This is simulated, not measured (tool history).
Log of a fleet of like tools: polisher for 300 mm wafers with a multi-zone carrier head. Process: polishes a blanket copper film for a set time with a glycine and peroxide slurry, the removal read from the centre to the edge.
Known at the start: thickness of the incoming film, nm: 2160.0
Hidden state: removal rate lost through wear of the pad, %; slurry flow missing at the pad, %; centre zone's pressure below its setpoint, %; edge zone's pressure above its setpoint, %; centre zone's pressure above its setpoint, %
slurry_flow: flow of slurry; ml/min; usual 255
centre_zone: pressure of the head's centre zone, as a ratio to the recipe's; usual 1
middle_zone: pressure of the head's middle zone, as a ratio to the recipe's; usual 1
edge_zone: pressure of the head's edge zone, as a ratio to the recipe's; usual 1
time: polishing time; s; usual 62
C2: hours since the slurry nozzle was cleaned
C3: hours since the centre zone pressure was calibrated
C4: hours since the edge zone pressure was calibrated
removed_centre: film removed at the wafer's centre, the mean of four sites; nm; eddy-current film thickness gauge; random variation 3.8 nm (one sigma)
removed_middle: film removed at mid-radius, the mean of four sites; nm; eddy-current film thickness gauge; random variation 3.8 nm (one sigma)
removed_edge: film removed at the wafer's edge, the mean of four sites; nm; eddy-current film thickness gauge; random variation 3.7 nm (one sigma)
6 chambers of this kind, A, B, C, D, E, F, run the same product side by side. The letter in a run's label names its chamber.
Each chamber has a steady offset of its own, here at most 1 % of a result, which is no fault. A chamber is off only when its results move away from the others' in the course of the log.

{"run": "1D", "hour": 2.5, "slurry_flow": 255, "centre_zone": 1, "middle_zone": 1, "edge_zone": 1, "time": 62, "wafers polished on this pad": 635, "C2": 164.6, "C3": 707.1, "C4": 1068.7, "removed_centre": 290.86, "removed_middle": 292.96, "removed_edge": 297.78}
{"run": "2F", "hour": 6.1, "slurry_flow": 255, "centre_zone": 1, "middle_zone": 1, "edge_zone": 1, "time": 62, "wafers polished on this pad": 983, "C2": 669.3, "C3": 467.7, "C4": 173.4, "removed_centre": 289.46, "removed_middle": 298.13, "removed_edge": 298.15}
{"hour": 6.5, "done": "chamber C: worn pad replaced by a new one"}
{"hour": 7.4, "done": "chamber B: worn pad replaced by a new one"}
{"run": "3E", "hour": 11.0, "slurry_flow": 255, "centre_zone": 1, "middle_zone": 1, "edge_zone": 1, "time": 62, "wafers polished on this pad": 805, "C2": 111.7, "C3": 139.1, "C4": 636.3, "removed_centre": 297, "removed_middle": 285.77, "removed_edge": 291.76}
{"run": "4B", "hour": 14.4, "slurry_flow": 255, "centre_zone": 1, "middle_zone": 1, "edge_zone": 1, "time": 62, "wafers polished on this pad": 77, "C2": 414.5, "C3": 628.4, "C4": 527.9, "removed_centre": 293.74, "removed_middle": 301.54, "removed_edge": 281.74}
{"run": "5A", "hour": 17.6, "slurry_flow": 255, "centre_zone": 1, "middle_zone": 1, "edge_zone": 1, "time": 62, "wafers polished on this pad": 357, "C2": 136.1, "C3": 500.9, "C4": 479.7, "removed_centre": 289.19, "removed_middle": 294.89, "removed_edge": 297.87}
{"run": "6C", "hour": 19.9, "slurry_flow": 330, "centre_zone": 1, "middle_zone": 1, "edge_zone": 0.92, "time": 62, "wafers polished on this pad": 146, "C2": 277.2, "C3": 96.3, "C4": 709.5, "removed_centre": 300.61, "removed_middle": 307.57, "removed_edge": 290.31}
{"run": "7C", "hour": 24.5, "slurry_flow": 330, "centre_zone": 1, "middle_zone": 1, "edge_zone": 0.92, "time": 62, "wafers polished on this pad": 197, "C2": 281.8, "C3": 100.9, "C4": 714.1, "removed_centre": 300.57, "removed_middle": 301.53, "removed_edge": 285.38}
{"run": "8B", "hour": 28.0, "slurry_flow": 330, "centre_zone": 1, "middle_zone": 1, "edge_zone": 0.92, "time": 62, "wafers polished on this pad": 226, "C2": 428.1, "C3": 642, "C4": 541.5, "removed_centre": 307.04, "removed_middle": 305.36, "removed_edge": 282.99}
{"run": "9D", "hour": 31.8, "slurry_flow": 330, "centre_zone": 1, "middle_zone": 1, "edge_zone": 0.92, "time": 62, "wafers polished on this pad": 955, "C2": 193.9, "C3": 736.4, "C4": 1098, "removed_centre": 302.43, "removed_middle": 305.05, "removed_edge": 291.53}
{"run": "10A", "hour": 34.4, "slurry_flow": 330, "centre_zone": 1, "middle_zone": 1, "edge_zone": 0.92, "time": 62, "wafers polished on this pad": 541, "C2": 152.9, "C3": 517.7, "C4": 496.5, "removed_centre": 299.17, "removed_middle": 303.31, "removed_edge": 290.25}
{"hour": 36.8, "done": "chamber F: worn pad replaced by a new one"}
{"run": "11F", "hour": 37.6, "slurry_flow": 330, "centre_zone": 1, "middle_zone": 1, "edge_zone": 0.92, "time": 62, "wafers polished on this pad": 9, "C2": 700.8, "C3": 499.2, "C4": 204.9, "removed_centre": 292.61, "removed_middle": 300.2, "removed_edge": 284.22}
{"run": "12E", "hour": 41.8, "slurry_flow": 255, "centre_zone": 1, "middle_zone": 1, "edge_zone": 1, "time": 62, "wafers polished on this pad": 1142, "C2": 142.5, "C3": 169.9, "C4": 667.1, "removed_centre": 299.03, "removed_middle": 287.38, "removed_edge": 292.75}
{"run": "13A", "hour": 44.0, "slurry_flow": 255, "centre_zone": 1, "middle_zone": 1, "edge_zone": 1, "time": 62, "wafers polished on this pad": 646, "C2": 162.5, "C3": 527.3, "C4": 506.1, "removed_centre": 291.41, "removed_middle": 297.16, "removed_edge": 298.19}
{"run": "14B", "hour": 46.5, "slurry_flow": 255, "centre_zone": 1, "middle_zone": 1, "edge_zone": 1, "time": 62, "wafers polished on this pad": 428, "C2": 446.6, "C3": 660.5, "C4": 560, "removed_centre": 291.28, "removed_middle": 298.02, "removed_edge": 293.2}
{"run": "15C", "hour": 50.1, "slurry_flow": 255, "centre_zone": 1, "middle_zone": 1, "edge_zone": 1, "time": 62, "wafers polished on this pad": 477, "C2": 307.4, "C3": 126.5, "C4": 739.7, "removed_centre": 292.06, "removed_middle": 292.71, "removed_edge": 295.3}
{"hour": 54.5, "done": "chamber E: worn pad replaced by a new one"}
{"run": "16F", "hour": 54.5, "slurry_flow": 255, "centre_zone": 1, "middle_zone": 1, "edge_zone": 1, "time": 62, "wafers polished on this pad": 194, "C2": 717.7, "C3": 516.1, "C4": 221.8, "removed_centre": 298.5, "removed_middle": 296.72, "removed_edge": 292.12}
{"run": "17E", "hour": 59.0, "slurry_flow": 255, "centre_zone": 1, "middle_zone": 1, "edge_zone": 1, "time": 62, "wafers polished on this pad": 49, "C2": 159.7, "C3": 187.1, "C4": 684.3, "removed_centre": 294.05, "removed_middle": 288.36, "removed_edge": 284.27}
{"hour": 61.1, "done": "chamber C: worn pad replaced by a new one"}
{"run": "18D", "hour": 63.3, "slurry_flow": 255, "centre_zone": 1, "middle_zone": 1, "edge_zone": 1, "time": 62, "wafers polished on this pad": 1300, "C2": 225.4, "C3": 767.9, "C4": 1129.5, "removed_centre": 291.05, "removed_middle": 295.24, "removed_edge": 294.69}
{"hour": 65.4, "done": "chamber D: worn pad replaced by a new one"}
{"run": "19C", "hour": 67.0, "slurry_flow": 255, "centre_zone": 1, "middle_zone": 1, "edge_zone": 1, "time": 62, "wafers polished on this pad": 65, "C2": 324.3, "C3": 143.4, "C4": 756.6, "removed_centre": 287.25, "removed_middle": 296.6, "removed_edge": 291.7}
{"hour": 69.1, "done": "chamber B: slurry nozzle cleaned"}
{"run": "20D", "hour": 71.5, "slurry_flow": 255, "centre_zone": 1, "middle_zone": 1, "edge_zone": 1, "time": 62, "wafers polished on this pad": 67, "C2": 233.6, "C3": 776.1, "C4": 1137.7, "removed_centre": 294.59, "removed_middle": 296.62, "removed_edge": 291.05}
{"run": "21F", "hour": 74.3, "slurry_flow": 255, "centre_zone": 1, "middle_zone": 1, "edge_zone": 1, "time": 62, "wafers polished on this pad": 410, "C2": 737.5, "C3": 535.9, "C4": 241.6, "removed_centre": 293.9, "removed_middle": 285.4, "removed_edge": 290.61}
{"run": "22B", "hour": 79.1, "slurry_flow": 255, "centre_zone": 1, "middle_zone": 1, "edge_zone": 1, "time": 62, "wafers polished on this pad": 784, "C2": 10, "C3": 693.1, "C4": 592.6, "removed_centre": 296.16, "removed_middle": 296.31, "removed_edge": 294.48}
{"hour": 80.7, "done": "chamber A: worn pad replaced by a new one"}
{"run": "23E", "hour": 82.7, "slurry_flow": 255, "centre_zone": 1, "middle_zone": 1, "edge_zone": 1, "time": 62, "wafers polished on this pad": 308, "C2": 183.4, "C3": 210.8, "C4": 708, "removed_centre": 299.16, "removed_middle": 286.58, "removed_edge": 291.53}
{"run": "24A", "hour": 85.4, "slurry_flow": 255, "centre_zone": 1, "middle_zone": 1, "edge_zone": 1, "time": 62, "wafers polished on this pad": 51, "C2": 203.9, "C3": 568.7, "C4": 547.5, "removed_centre": 296.89, "removed_middle": 294.17, "removed_edge": 294.54}
{"run": "25B", "hour": 88.4, "slurry_flow": 255, "centre_zone": 1, "middle_zone": 1, "edge_zone": 0.94, "time": 62, "wafers polished on this pad": 886, "C2": 19.3, "C3": 702.4, "C4": 601.9, "removed_centre": 297.6, "removed_middle": 295.96, "removed_edge": 277.87}
{"run": "26D", "hour": 92.7, "slurry_flow": 255, "centre_zone": 1, "middle_zone": 1, "edge_zone": 0.94, "time": 62, "wafers polished on this pad": 299, "C2": 254.8, "C3": 797.3, "C4": 1158.9, "removed_centre": 294.86, "removed_middle": 300.48, "removed_edge": 288.74}
{"run": "27A", "hour": 97.4, "slurry_flow": 255, "centre_zone": 1, "middle_zone": 1, "edge_zone": 0.94, "time": 62, "wafers polished on this pad": 183, "C2": 215.9, "C3": 580.7, "C4": 559.5, "removed_centre": 293.25, "removed_middle": 303.17, "removed_edge": 290.59}
{"run": "28E", "hour": 99.8, "slurry_flow": 255, "centre_zone": 1, "middle_zone": 1, "edge_zone": 0.94, "time": 62, "wafers polished on this pad": 495, "C2": 200.5, "C3": 227.9, "C4": 725.1, "removed_centre": 296.42, "removed_middle": 294.12, "removed_edge": 289.28}
{"run": "29C", "hour": 103.5, "slurry_flow": 255, "centre_zone": 1, "middle_zone": 1, "edge_zone": 0.94, "time": 62, "wafers polished on this pad": 464, "C2": 360.8, "C3": 179.9, "C4": 793.1, "removed_centre": 282.35, "removed_middle": 277.77, "removed_edge": 280.37}
{"hour": 105.7, "done": "chamber B: worn pad replaced by a new one"}
{"run": "30F", "hour": 106.9, "slurry_flow": 255, "centre_zone": 1, "middle_zone": 1, "edge_zone": 0.94, "time": 62, "wafers polished on this pad": 767, "C2": 770.1, "C3": 568.5, "C4": 274.2, "removed_centre": 302.61, "removed_middle": 294.37, "removed_edge": 286.24}
{"run": "31A", "hour": 110.8, "slurry_flow": 255, "centre_zone": 1, "middle_zone": 1, "edge_zone": 1, "time": 62, "wafers polished on this pad": 329, "C2": 229.3, "C3": 594.1, "C4": 572.9, "removed_centre": 296.81, "removed_middle": 285.48, "removed_edge": 296.04}
{"run": "32C", "hour": 114.7, "slurry_flow": 255, "centre_zone": 1, "middle_zone": 1.09, "edge_zone": 1, "time": 62, "wafers polished on this pad": 586, "C2": 372, "C3": 191.1, "C4": 804.3, "removed_centre": 281.48, "removed_middle": 304.19, "removed_edge": 289.34}
{"hour": 116.6, "done": "chamber C: worn pad replaced by a new one"}
{"run": "33E", "hour": 118.2, "slurry_flow": 255, "centre_zone": 1, "middle_zone": 1.09, "edge_zone": 1, "time": 62, "wafers polished on this pad": 697, "C2": 218.9, "C3": 246.3, "C4": 743.5, "removed_centre": 289.23, "removed_middle": 318.25, "removed_edge": 292.15}
{"run": "34D", "hour": 122.0, "slurry_flow": 255, "centre_zone": 1, "middle_zone": 1.09, "edge_zone": 1, "time": 62, "wafers polished on this pad": 620, "C2": 284.1, "C3": 826.6, "C4": 1188.2, "removed_centre": 297.47, "removed_middle": 326.05, "removed_edge": 293.92}
{"run": "35B", "hour": 125.0, "slurry_flow": 255, "centre_zone": 1, "middle_zone": 1.09, "edge_zone": 1, "time": 62, "wafers polished on this pad": 211, "C2": 55.9, "C3": 739, "C4": 638.5, "removed_centre": 297.62, "removed_middle": 316.97, "removed_edge": 294.44}
{"run": "36F", "hour": 129.3, "slurry_flow": 255, "centre_zone": 1, "middle_zone": 1.09, "edge_zone": 1, "time": 62, "wafers polished on this pad": 1012, "C2": 792.5, "C3": 590.9, "C4": 296.6, "removed_centre": 293.31, "removed_middle": 323.88, "removed_edge": 289.54}
{"run": "37D", "hour": 132.4, "slurry_flow": 255, "centre_zone": 1, "middle_zone": 1.09, "edge_zone": 1, "time": 62, "wafers polished on this pad": 733, "C2": 294.5, "C3": 837, "C4": 1198.6, "removed_centre": 290.42, "removed_middle": 320.4, "removed_edge": 285.49}
{"run": "38C", "hour": 134.8, "slurry_flow": 255, "centre_zone": 1, "middle_zone": 1, "edge_zone": 1, "time": 62, "wafers polished on this pad": 199, "C2": 392.1, "C3": 211.2, "C4": 824.4, "removed_centre": 273.19, "removed_middle": 280.4, "removed_edge": 279.78}

Is one chamber off against the others, does the gauge drift, or is nothing wrong? If a chamber is off, say which, and what the likeliest cause is.

Chamber C drifts away from the others.
Cause: slurry flow missing at the pad, % = 38.

Here are 4 candidates for chamber C's next run, each the usual settings with a change, their results left as question marks. Which one brings its results back in line with what the others give on the usual settings?
In line means no further than this from the other chambers' mean on the usual settings: removed_centre 13 nm; removed_middle 13 nm; removed_edge 13 nm
{"run": "39C-1", "hour": 138.3, "slurry_flow": 250, "centre_zone": 0.98, "middle_zone": 0.98, "edge_zone": 1.01, "time": 59, "removed_centre": "?", "removed_middle": "?", "removed_edge": "?"}
{"run": "39C-2", "hour": 138.3, "slurry_flow": 260, "centre_zone": 1.02, "middle_zone": 1.02, "edge_zone": 0.99, "time": 65, "removed_centre": "?", "removed_middle": "?", "removed_edge": "?"}
{"run": "39C-3", "hour": 138.3, "slurry_flow": 240, "centre_zone": 0.96, "middle_zone": 0.97, "edge_zone": 1.03, "time": 56, "removed_centre": "?", "removed_middle": "?", "removed_edge": "?"}
{"run": "39C-4", "hour": 138.3, "slurry_flow": 270, "centre_zone": 1.04, "middle_zone": 1.03, "edge_zone": 0.97, "time": 68, "removed_centre": "?", "removed_middle": "?", "removed_edge": "?"}

The other chambers' mean on the usual settings: removed_centre 293.83 nm; removed_middle 295.1 nm; removed_edge 293.98 nm
run=39C-1 removed_centre=251.08 removed_middle=255.96 removed_edge=268.3
run=39C-2 removed_centre=291.66 removed_middle=294.75 removed_edge=293.84
run=39C-3 removed_centre=230.82 removed_middle=238.78 removed_edge=255.91
run=39C-4 removed_centre=314.15 removed_middle=313.24 removed_edge=305.57
39C-2 brings the chamber back in line.
